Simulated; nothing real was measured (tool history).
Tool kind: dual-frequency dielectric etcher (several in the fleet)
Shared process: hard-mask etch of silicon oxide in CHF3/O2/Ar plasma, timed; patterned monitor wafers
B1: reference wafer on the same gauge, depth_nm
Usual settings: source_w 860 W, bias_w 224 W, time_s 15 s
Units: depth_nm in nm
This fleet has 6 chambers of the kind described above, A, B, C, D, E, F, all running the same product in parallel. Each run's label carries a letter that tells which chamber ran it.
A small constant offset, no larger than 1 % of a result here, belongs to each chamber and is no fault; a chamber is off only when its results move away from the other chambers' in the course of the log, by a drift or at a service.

{"run": "1A", "hour": 5.0, "source_w": 860, "bias_w": 224, "time_s": 15, "B1": 35.705, "depth_nm": 36.292}
{"run": "2E", "hour": 11.0, "source_w": 860, "bias_w": 224, "time_s": 15, "B1": 35.733, "depth_nm": 36.25}
{"run": "3B", "hour": 14.3, "source_w": 860, "bias_w": 224, "time_s": 15, "B1": 35.671, "depth_nm": 36.607}
{"run": "4C", "hour": 19.3, "source_w": 860, "bias_w": 224, "time_s": 15, "B1": 35.691, "depth_nm": 36.515}
{"run": "5F", "hour": 24.8, "source_w": 860, "bias_w": 224, "time_s": 15, "B1": 35.733, "depth_nm": 36.683}
{"run": "6D", "hour": 28.4, "source_w": 860, "bias_w": 224, "time_s": 12.5, "B1": 35.744, "depth_nm": 30.448}
{"run": "7C", "hour": 34.0, "source_w": 860, "bias_w": 224, "time_s": 12.5, "B1": 35.695, "depth_nm": 30.494}
{"run": "8E", "hour": 39.0, "source_w": 860, "bias_w": 224, "time_s": 12.5, "B1": 35.67, "depth_nm": 30.25}
{"run": "9F", "hour": 44.8, "source_w": 860, "bias_w": 224, "time_s": 12.5, "B1": 35.75, "depth_nm": 30.638}
{"run": "10D", "hour": 50.6, "source_w": 860, "bias_w": 224, "time_s": 12.5, "B1": 35.71, "depth_nm": 30.414}
{"run": "11A", "hour": 55.1, "source_w": 860, "bias_w": 224, "time_s": 12.5, "B1": 35.736, "depth_nm": 29.915}
{"run": "12B", "hour": 60.2, "source_w": 860, "bias_w": 224, "time_s": 15, "B1": 35.766, "depth_nm": 36.598}
{"hour": 60.4, "done": "chamber C: wet clean of the chamber"}
{"run": "13A", "hour": 63.2, "source_w": 860, "bias_w": 224, "time_s": 15, "B1": 35.708, "depth_nm": 36.061}
{"run": "14D", "hour": 68.0, "source_w": 860, "bias_w": 224, "time_s": 15, "B1": 35.682, "depth_nm": 36.197}
{"run": "15F", "hour": 71.2, "source_w": 860, "bias_w": 224, "time_s": 15, "B1": 35.619, "depth_nm": 36.258}
{"run": "16C", "hour": 76.9, "source_w": 860, "bias_w": 224, "time_s": 15, "B1": 35.706, "depth_nm": 38.152}
{"hour": 77.6, "done": "chamber D: source power generator calibrated"}
{"run": "17E", "hour": 82.4, "source_w": 860, "bias_w": 224, "time_s": 15, "B1": 35.701, "depth_nm": 36.264}
{"run": "18B", "hour": 88.2, "source_w": 860, "bias_w": 224, "time_s": 15, "B1": 35.674, "depth_nm": 36.833}
{"run": "19F", "hour": 94.2, "source_w": 860, "bias_w": 224, "time_s": 15, "B1": 35.732, "depth_nm": 36.259}
{"run": "20E", "hour": 99.9, "source_w": 860, "bias_w": 224, "time_s": 15, "B1": 35.716, "depth_nm": 36.299}
{"run": "21C", "hour": 105.8, "source_w": 860, "bias_w": 224, "time_s": 15, "B1": 35.742, "depth_nm": 38.489}
{"run": "22D", "hour": 110.2, "source_w": 860, "bias_w": 224, "time_s": 15, "B1": 35.692, "depth_nm": 36.359}
{"run": "23A", "hour": 113.6, "source_w": 860, "bias_w": 224, "time_s": 15, "B1": 35.72, "depth_nm": 36.116}
{"run": "24B", "hour": 118.4, "source_w": 860, "bias_w": 224, "time_s": 15, "B1": 35.693, "depth_nm": 36.746}
{"run": "25F", "hour": 121.8, "source_w": 860, "bias_w": 224, "time_s": 15, "B1": 35.695, "depth_nm": 36.706}
{"run": "26C", "hour": 125.5, "source_w": 860, "bias_w": 224, "time_s": 15, "B1": 35.641, "depth_nm": 38.043}
{"run": "27A", "hour": 129.2, "source_w": 860, "bias_w": 224, "time_s": 15, "B1": 35.762, "depth_nm": 36.045}
{"run": "28D", "hour": 135.0, "source_w": 860, "bias_w": 224, "time_s": 15, "B1": 35.684, "depth_nm": 36.784}
{"run": "29B", "hour": 139.6, "source_w": 860, "bias_w": 224, "time_s": 15, "B1": 35.743, "depth_nm": 36.559}
{"run": "30E", "hour": 145.3, "source_w": 860, "bias_w": 224, "time_s": 15, "B1": 35.73, "depth_nm": 36.321}
{"run": "31F", "hour": 148.4, "source_w": 860, "bias_w": 224, "time_s": 15, "B1": 35.691, "depth_nm": 36.367}
{"run": "32C", "hour": 151.7, "source_w": 860, "bias_w": 224, "time_s": 15, "B1": 35.741, "depth_nm": 38.092}
{"run": "33D", "hour": 155.5, "source_w": 860, "bias_w": 224, "time_s": 15, "B1": 35.767, "depth_nm": 36.248}
{"run": "34E", "hour": 162.1, "source_w": 860, "bias_w": 224, "time_s": 15, "B1": 35.645, "depth_nm": 36.636}
{"run": "35A", "hour": 165.7, "source_w": 860, "bias_w": 224, "time_s": 15, "B1": 35.759, "depth_nm": 35.816}
{"run": "36B", "hour": 170.3, "source_w": 860, "bias_w": 224, "time_s": 15, "B1": 35.645, "depth_nm": 36.736}
{"run": "37B", "hour": 176.6, "source_w": 860, "bias_w": 224, "time_s": 15, "B1": 35.69, "depth_nm": 36.468}

All chambers now run identical settings, listed one chamber a line with results as question marks. What results will each chamber show?
{"run": "38A", "hour": 181.4, "source_w": 960, "bias_w": 224, "time_s": 15, "depth_nm": "?"}
{"run": "38B", "hour": 181.4, "source_w": 960, "bias_w": 224, "time_s": 15, "depth_nm": "?"}
{"run": "38C", "hour": 181.4, "source_w": 960, "bias_w": 224, "time_s": 15, "depth_nm": "?"}
{"run": "38D", "hour": 181.4, "source_w": 960, "bias_w": 224, "time_s": 15, "depth_nm": "?"}
{"run": "38E", "hour": 181.4, "source_w": 960, "bias_w": 224, "time_s": 15, "depth_nm": "?"}
{"run": "38F", "hour": 181.4, "source_w": 960, "bias_w": 224, "time_s": 15, "depth_nm": "?"}

run=38A depth_nm=37.501
run=38B depth_nm=38.186
run=38C depth_nm=39.262
run=38D depth_nm=38.036
run=38E depth_nm=38.257
run=38F depth_nm=37.848

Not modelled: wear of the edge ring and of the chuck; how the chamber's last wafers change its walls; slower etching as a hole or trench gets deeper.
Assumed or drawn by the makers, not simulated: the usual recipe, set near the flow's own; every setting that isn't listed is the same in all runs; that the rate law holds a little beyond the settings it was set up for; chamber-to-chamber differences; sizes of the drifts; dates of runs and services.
